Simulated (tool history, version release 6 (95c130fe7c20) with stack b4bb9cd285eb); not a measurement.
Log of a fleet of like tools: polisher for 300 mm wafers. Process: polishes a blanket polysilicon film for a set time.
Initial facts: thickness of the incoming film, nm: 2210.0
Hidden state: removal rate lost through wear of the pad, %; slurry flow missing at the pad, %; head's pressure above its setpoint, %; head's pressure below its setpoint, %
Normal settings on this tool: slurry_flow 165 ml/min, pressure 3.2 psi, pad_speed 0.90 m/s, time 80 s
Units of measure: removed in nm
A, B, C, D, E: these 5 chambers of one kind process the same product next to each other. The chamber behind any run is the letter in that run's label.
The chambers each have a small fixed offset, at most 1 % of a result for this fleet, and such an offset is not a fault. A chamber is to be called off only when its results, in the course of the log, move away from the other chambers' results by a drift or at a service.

| run | day | slurry_flow | pressure | pad_speed | time | wafers polished on this pad | hours since the slurry nozzle was cleaned | hours since the head pressure was calibrated | removed |
|---|---|---|---|---|---|---|---|---|---|
| 1D | 0.375 | 165 | 3.2 | 0.90 | 80 | 231 | 202.0 | 13.1 | 588.96 |
| 2C | 0.804 | 165 | 3.2 | 0.90 | 80 | 694 | 499.3 | 750.6 | 572.12 |
|  | 0.908 | chamber D: slurry nozzle cleaned |
|  | 1.117 | chamber C: worn pad replaced by a new one |
| 3A | 1.179 | 165 | 3.2 | 0.90 | 80 | 627 | 157.3 | 907.0 | 590.07 |
| 4B | 1.442 | 165 | 3.2 | 0.90 | 80 | 742 | 433.9 | 128.5 | 591.78 |
|  | 1.625 | chamber B: worn pad replaced by a new one |
|  | 1.733 | chamber D: worn pad replaced by a new one |
| 5E | 1.808 | 165 | 3.2 | 0.90 | 80 | 769 | 298.9 | 1126.0 | 599.65 |
| 6B | 2.221 | 165 | 3.2 | 0.90 | 80 | 130 | 452.6 | 147.2 | 597.22 |
|  | 2.262 | chamber A: worn pad replaced by a new one |
| 7A | 2.675 | 145 | 3.2 | 0.80 | 80 | 90 | 193.2 | 942.9 | 511.54 |
| 8D | 3.125 | 145 | 3.2 | 0.80 | 80 | 303 | 53.3 | 79.1 | 512.21 |
|  | 3.296 | chamber E: worn pad replaced by a new one |
| 9E | 3.579 | 145 | 3.2 | 0.80 | 80 | 62 | 341.4 | 1168.5 | 514.07 |
| 10C | 3.883 | 145 | 3.2 | 0.80 | 80 | 603 | 573.2 | 824.5 | 512.36 |
|  | 4.158 | chamber D: worn pad replaced by a new one |
| 11B | 4.296 | 145 | 3.2 | 0.80 | 80 | 582 | 502.4 | 197.0 | 514.20 |
| 12E | 4.512 | 135 | 4.2 | 0.90 | 80 | 265 | 363.8 | 1190.9 | 760.79 |
| 13C | 4.767 | 135 | 4.2 | 0.90 | 80 | 796 | 594.4 | 845.7 | 747.01 |
|  | 4.804 | chamber C: worn pad replaced by a new one |
| 14A | 5.192 | 135 | 4.2 | 0.90 | 80 | 638 | 253.6 | 1003.3 | 759.93 |
|  | 5.358 | chamber B: worn pad replaced by a new one |
| 15D | 5.442 | 135 | 4.2 | 0.90 | 80 | 279 | 108.9 | 134.7 | 748.42 |
|  | 5.608 | chamber A: worn pad replaced by a new one |
| 16B | 5.783 | 135 | 4.2 | 0.90 | 80 | 93 | 538.1 | 232.7 | 758.41 |
|  | 5.846 | chamber A: head pressure recalibrated |
| 17D | 6.067 | 165 | 3.2 | 0.90 | 80 | 416 | 123.9 | 149.7 | 572.21 |
| 18C | 6.471 | 165 | 3.2 | 0.90 | 80 | 363 | 635.3 | 886.6 | 602.89 |
|  | 6.571 | chamber D: worn pad replaced by a new one |
| 19A | 6.696 | 165 | 3.2 | 0.90 | 80 | 237 | 289.7 | 20.5 | 594.07 |
| 20E | 7.021 | 165 | 3.2 | 0.90 | 101 | 812 | 424.0 | 1251.1 | 747.46 |
| 21C | 7.371 | 165 | 3.2 | 0.90 | 101 | 559 | 656.9 | 908.2 | 760.25 |
| 22A | 7.838 | 165 | 3.2 | 0.90 | 101 | 486 | 317.1 | 47.9 | 730.20 |
| 23E | 8.079 | 165 | 3.2 | 0.90 | 101 | 1043 | 449.4 | 1276.5 | 746.07 |
|  | 8.146 | chamber C: worn pad replaced by a new one |
|  | 8.204 | chamber E: worn pad replaced by a new one |
| 24D | 8.404 | 165 | 3.2 | 0.90 | 101 | 400 | 180.0 | 205.8 | 743.62 |
| 25B | 8.679 | 165 | 3.2 | 0.90 | 80 | 724 | 607.6 | 302.2 | 572.48 |
|  | 8.971 | chamber A: worn pad replaced by a new one |
|  | 9.046 | chamber B: worn pad replaced by a new one |
| 26A | 9.046 | 165 | 3.2 | 0.90 | 80 | 17 | 346.1 | 76.9 | 585.82 |
| 27D | 9.462 | 165 | 3.2 | 0.90 | 80 | 630 | 205.4 | 231.2 | 585.01 |
|  | 9.475 | chamber D: slurry nozzle cleaned |
|  | 9.708 | chamber D: worn pad replaced by a new one |
| 28C | 9.921 | 165 | 3.2 | 0.90 | 80 | 387 | 718.1 | 969.4 | 620.95 |
| 29B | 10.375 | 165 | 3.5 | 1.20 | 80 | 290 | 648.3 | 342.9 | 850.90 |
| 30E | 10.658 | 165 | 3.5 | 1.20 | 80 | 535 | 511.3 | 1338.4 | 866.79 |
| 31C | 11.096 | 165 | 3.5 | 1.20 | 80 | 643 | 746.3 | 997.6 | 916.84 |
| 32E | 11.379 | 165 | 3.5 | 1.20 | 80 | 692 | 528.6 | 1355.7 | 864.29 |
|  | 11.696 | chamber C: worn pad replaced by a new one |
| 33B | 11.796 | 165 | 3.5 | 1.20 | 80 | 600 | 682.4 | 377.0 | 865.35 |
| 34A | 12.171 | 165 | 3.2 | 0.78 | 66 | 698 | 421.1 | 151.9 | 412.61 |
|  | 12.383 | chamber D: worn pad replaced by a new one |
| 35D | 12.446 | 165 | 3.2 | 0.78 | 66 | 14 | 71.4 | 302.8 | 419.60 |
|  | 12.550 | chamber B: worn pad replaced by a new one |
| 36C | 12.733 | 165 | 3.2 | 0.78 | 66 | 226 | 785.6 | 1036.9 | 453.41 |
| 37D | 12.950 | 165 | 3.2 | 0.78 | 66 | 124 | 83.5 | 314.9 | 420.00 |
|  | 13.008 | chamber E: worn pad replaced by a new one |
| 38B | 13.400 | 165 | 3.2 | 0.78 | 66 | 185 | 720.9 | 415.5 | 415.91 |
| 39E | 13.812 | 165 | 3.2 | 0.90 | 80 | 175 | 587.0 | 1414.1 | 582.32 |

One chamber off, gauge drift, or nothing amiss beyond the chambers' own small offsets? If it is a chamber, which one, and what is the likeliest cause?

Chamber C drifts away from the others.
Most likely cause: head's pressure above its setpoint, % = 11.3.

Chamber C could run next with any of the 4 candidate recipes listed below; each alters the usual settings, and their results appear as question marks. Which one brings its results back in line with what the other chambers deliver on the usual settings?
Allowed miss from the other chambers' usual-settings mean, per result, to count as in line: removed 24.00 nm
| 40C-1 | 14.150 | 165 | 3.3 | 0.92 | 82 |  |  |  | ? |
| 40C-2 | 14.150 | 165 | 3.4 | 0.96 | 84 |  |  |  | ? |
| 40C-3 | 14.150 | 165 | 3.0 | 0.86 | 76 |  |  |  | ? |
| 40C-4 | 14.150 | 160 | 2.9 | 0.90 | 80 |  |  |  | ? |

Usual-settings mean across the other chambers: removed 586.31 nm
| run | removed |
|---|---|
| 40C-1 | 693.12 |
| 40C-2 | 763.49 |
| 40C-3 | 545.88 |
| 40C-4 | 578.62 |
40C-4 puts the chamber back in line with the other chambers.

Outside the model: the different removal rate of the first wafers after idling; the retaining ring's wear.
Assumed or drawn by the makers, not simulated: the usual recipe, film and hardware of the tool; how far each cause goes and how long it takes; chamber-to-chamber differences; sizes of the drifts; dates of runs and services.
